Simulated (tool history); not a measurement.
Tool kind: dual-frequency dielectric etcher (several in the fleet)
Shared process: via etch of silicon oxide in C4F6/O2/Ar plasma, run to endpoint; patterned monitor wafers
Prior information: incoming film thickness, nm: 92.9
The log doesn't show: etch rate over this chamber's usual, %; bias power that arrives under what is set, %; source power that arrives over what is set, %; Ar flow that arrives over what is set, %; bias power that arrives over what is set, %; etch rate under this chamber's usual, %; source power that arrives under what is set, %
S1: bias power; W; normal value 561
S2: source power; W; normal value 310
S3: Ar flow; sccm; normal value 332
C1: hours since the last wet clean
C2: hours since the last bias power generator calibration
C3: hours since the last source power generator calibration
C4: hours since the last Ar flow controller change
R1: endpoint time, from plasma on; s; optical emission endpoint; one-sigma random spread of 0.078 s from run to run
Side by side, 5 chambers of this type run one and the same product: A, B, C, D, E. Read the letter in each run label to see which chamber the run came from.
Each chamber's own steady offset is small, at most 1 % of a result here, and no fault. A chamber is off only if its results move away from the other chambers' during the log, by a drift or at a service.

run   hour   S1   S2   S3     C1      C2      C3      C4      R1
 1B   11.0  561  310  332  544.2  1043.6   414.7   333.2  21.721
 2E   16.6  561  310  332   64.4  1693.9  3597.8  1524.7  21.619
      27.0  -- chamber B: wet clean of the chamber
 3C   28.7  561  310  332  273.5   981.3  2511.2  1552.7  21.733
 4D   37.1  561  310  332  501.5  2671.8  2272.7  1672.7  21.555
 5A   48.9  561  310  332  206.7  1415.6  1041.2   645.4  21.769
 6A   58.0  561  310  393  215.8  1424.7  1050.3   654.5  22.251
 7E   67.1  561  310  393  114.9  1744.4  3648.3  1575.2  22.079
 8B   78.2  561  310  393   51.3  1110.8   481.9   400.4  22.117
 9C   84.5  561  310  393  329.3  1037.1  2567.0  1608.5  22.200
10D   91.9  561  310  393  556.3  2726.6  2327.5  1727.5  21.944
11C   98.1  481  310  332  342.9  1050.7  2580.6  1622.1  23.196
12A  107.0  481  310  332  264.8  1473.7  1099.3   703.5  23.206
     110.7  -- chamber D: wet clean of the chamber
13B  116.5  481  310  332   89.6  1149.1   520.2   438.7  23.011
14D  124.0  481  310  332   13.4  2758.7  2359.6  1759.6  22.859
15E  131.9  481  310  332  179.7  1809.2  3713.1  1640.0  23.063
16B  141.7  561  310  332  114.8  1174.3   545.4   463.9  21.778
17A  150.5  561  310  332  308.3  1517.2  1142.8   747.0  21.827
18D  160.5  561  310  332   49.9  2795.2  2396.1  1796.1  21.504
     164.0  -- chamber C: Ar flow controller replaced
19C  169.3  561  310  332  414.1  1121.9  2651.8     5.3  21.740
20E  177.2  561  310  332  225.0  1854.5  3758.4  1685.3  21.718
21B  186.8  561  310  375  159.9  1219.4   590.5   509.0  22.170
22E  192.4  561  310  375  240.2  1869.7  3773.6  1700.5  21.993
23C  203.7  561  310  375  448.5  1156.3  2686.2    39.7  22.095
24A  211.9  561  310  375  369.7  1578.6  1204.2   808.4  22.212
25D  217.7  561  310  375  107.1  2852.4  2453.3  1853.3  21.884
26C  227.0  561  310  332  471.8  1179.6  2709.5    63.0  21.723
27E  234.1  561  310  332  281.9  1911.4  3815.3  1742.2  21.726
28A  243.4  561  310  332  401.2  1610.1  1235.7   839.9  21.701
29D  255.0  561  250  332  144.4  2889.7  2490.6  1890.6  23.385
30B  265.1  561  250  332  238.2  1297.7   668.8   587.3  23.590
31A  271.7  561  250  332  429.5  1638.4  1264.0   868.2  23.565
32C  277.1  561  250  332  521.9  1229.7  2759.6   113.1  23.596
33D  286.0  561  250  332  175.4  2920.7  2521.6  1921.6  23.465
34E  295.8  682  310  332  343.6  1973.1  3877.0  1803.9  20.218
35B  301.4  682  310  332  274.5  1334.0   705.1   623.6  20.100

All 5 chambers run these settings next. Forecast each chamber's results:
36A  310.3  561  310  332                   ?
36B  310.3  561  310  332                   ?
36C  310.3  561  310  332                   ?
36D  310.3  561  310  332                   ?
36E  310.3  561  310  332                   ?

run      R1
36A  21.763
36B  21.681
36C  21.857
36D  21.544
36E  21.727

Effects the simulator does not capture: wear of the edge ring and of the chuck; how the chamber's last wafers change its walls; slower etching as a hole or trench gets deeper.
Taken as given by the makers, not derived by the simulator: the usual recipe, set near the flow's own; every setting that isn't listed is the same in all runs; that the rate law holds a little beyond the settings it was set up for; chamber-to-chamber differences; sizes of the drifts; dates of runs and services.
